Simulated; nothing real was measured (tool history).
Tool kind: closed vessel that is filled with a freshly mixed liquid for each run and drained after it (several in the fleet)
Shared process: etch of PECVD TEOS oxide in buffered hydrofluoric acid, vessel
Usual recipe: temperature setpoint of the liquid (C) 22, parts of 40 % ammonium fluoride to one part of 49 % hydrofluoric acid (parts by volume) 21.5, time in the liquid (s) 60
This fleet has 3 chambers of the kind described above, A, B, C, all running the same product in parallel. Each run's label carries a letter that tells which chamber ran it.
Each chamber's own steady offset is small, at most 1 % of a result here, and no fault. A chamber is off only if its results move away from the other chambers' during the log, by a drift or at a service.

run   hour  temperature setpoint of the liquid (C)  parts of 40 % ammonium fluoride to one part of 49 % hydrofluoric acid (parts by volume)  time in the liquid (s)  read-back film thickness of the PECVD TEOS oxide reference wafer, read on the same gauge (nm)  thickness taken off the PECVD TEOS oxide on a monitor wafer (angstrom)
 1B   13.7                                      22                                                                                     21.5                      60                                                                                         140.01                                                                  427.27
 2C   26.8                                      22                                                                                     21.5                      60                                                                                         139.97                                                                  423.52
 3A     41                                      22                                                                                     21.5                      60                                                                                         139.99                                                                   418.4
      48.9  -- chamber C: hydrofluoric acid flow meter replaced
 4B   53.7                                      22                                                                                     21.5                      60                                                                                            140                                                                  421.59
 5A   64.2                                      22                                                                                     21.5                      60                                                                                         139.99                                                                  415.85
 6C   78.6                                      22                                                                                     21.5                      60                                                                                            140                                                                  423.56
 7C   85.2                                      22                                                                                     14.5                      80                                                                                         140.01                                                                  811.52
 8B   91.6                                      22                                                                                     14.5                      80                                                                                            140                                                                  822.73
 9A  101.4                                      22                                                                                     14.5                      80                                                                                            140                                                                  795.34
10A  108.4                                      22                                                                                     21.5                      60                                                                                         139.99                                                                   417.7
11B  120.7                                      22                                                                                     21.5                      60                                                                                         140.01                                                                  425.35
12C  134.1                                      22                                                                                     21.5                      60                                                                                         139.99                                                                  433.33
     134.4  -- chamber B: thermometer replaced
13A  142.3                                      22                                                                                     21.5                      60                                                                                            140                                                                   419.5
14C    149                                      22                                                                                     21.5                      60                                                                                         139.99                                                                  427.33
15B  159.1                                      22                                                                                     21.5                      60                                                                                         139.99                                                                  422.82
16B  173.2                                    24.5                                                                                     21.5                      40                                                                                         139.99                                                                   323.1
17A  186.9                                    24.5                                                                                     21.5                      40                                                                                            140                                                                  318.11
     193.2  -- chamber A: thermometer replaced
18C  198.3                                    24.5                                                                                     21.5                      40                                                                                         139.99                                                                  332.92
19C  212.7                                      22                                                                                     21.5                      60                                                                                         140.02                                                                  429.99
20A  220.3                                      22                                                                                     21.5                      60                                                                                         139.99                                                                  415.19
21B  232.1                                      22                                                                                     21.5                      60                                                                                         140.02                                                                  420.49
22B  241.3                                      22                                                                                     21.5                      60                                                                                         139.99                                                                   421.3
23A  254.1                                    20.5                                                                                     21.5                      60                                                                                         140.01                                                                  384.21

Read the log: is a single chamber off, either drifting away or since a service, is the gauge that measures every chamber drifting, or is nothing wrong beyond small per-chamber offsets? Name any odd chamber and what most likely caused it.

It is chamber C that slowly wanders off from its peers.
Likeliest cause: liquid hotter than its thermometer reads (K) = 0.53.

Chamber C could run next with any of the 4 candidate recipes listed below; each alters the usual settings, and their results appear as question marks. Which one brings its results back in line with what the other chambers deliver on the usual settings?
Allowed miss from the other chambers' usual-settings mean, per result, to count as in line: thickness taken off the PECVD TEOS oxide on a monitor wafer (angstrom) 7.5
24C-1  264.5                                      22                                                                                     19.5                      60                                                                                                                                                                      ?
24C-2  264.5                                      22                                                                                     20.5                      60                                                                                                                                                                      ?
24C-3  264.5                                    21.5                                                                                     21.5                      60                                                                                                                                                                      ?
24C-4  264.5                                      22                                                                                       24                      60                                                                                                                                                                      ?

Mean of the other chambers on the usual settings: thickness taken off the PECVD TEOS oxide on a monitor wafer (angstrom) 420.07
  run  thickness taken off the PECVD TEOS oxide on a monitor wafer (angstrom)
24C-1                                                                  467.64
24C-2                                                                  448.84
24C-3                                                                  422.42
24C-4                                                                  403.08
The right change is 24C-3: it brings the chamber back within the allowed miss of the others.
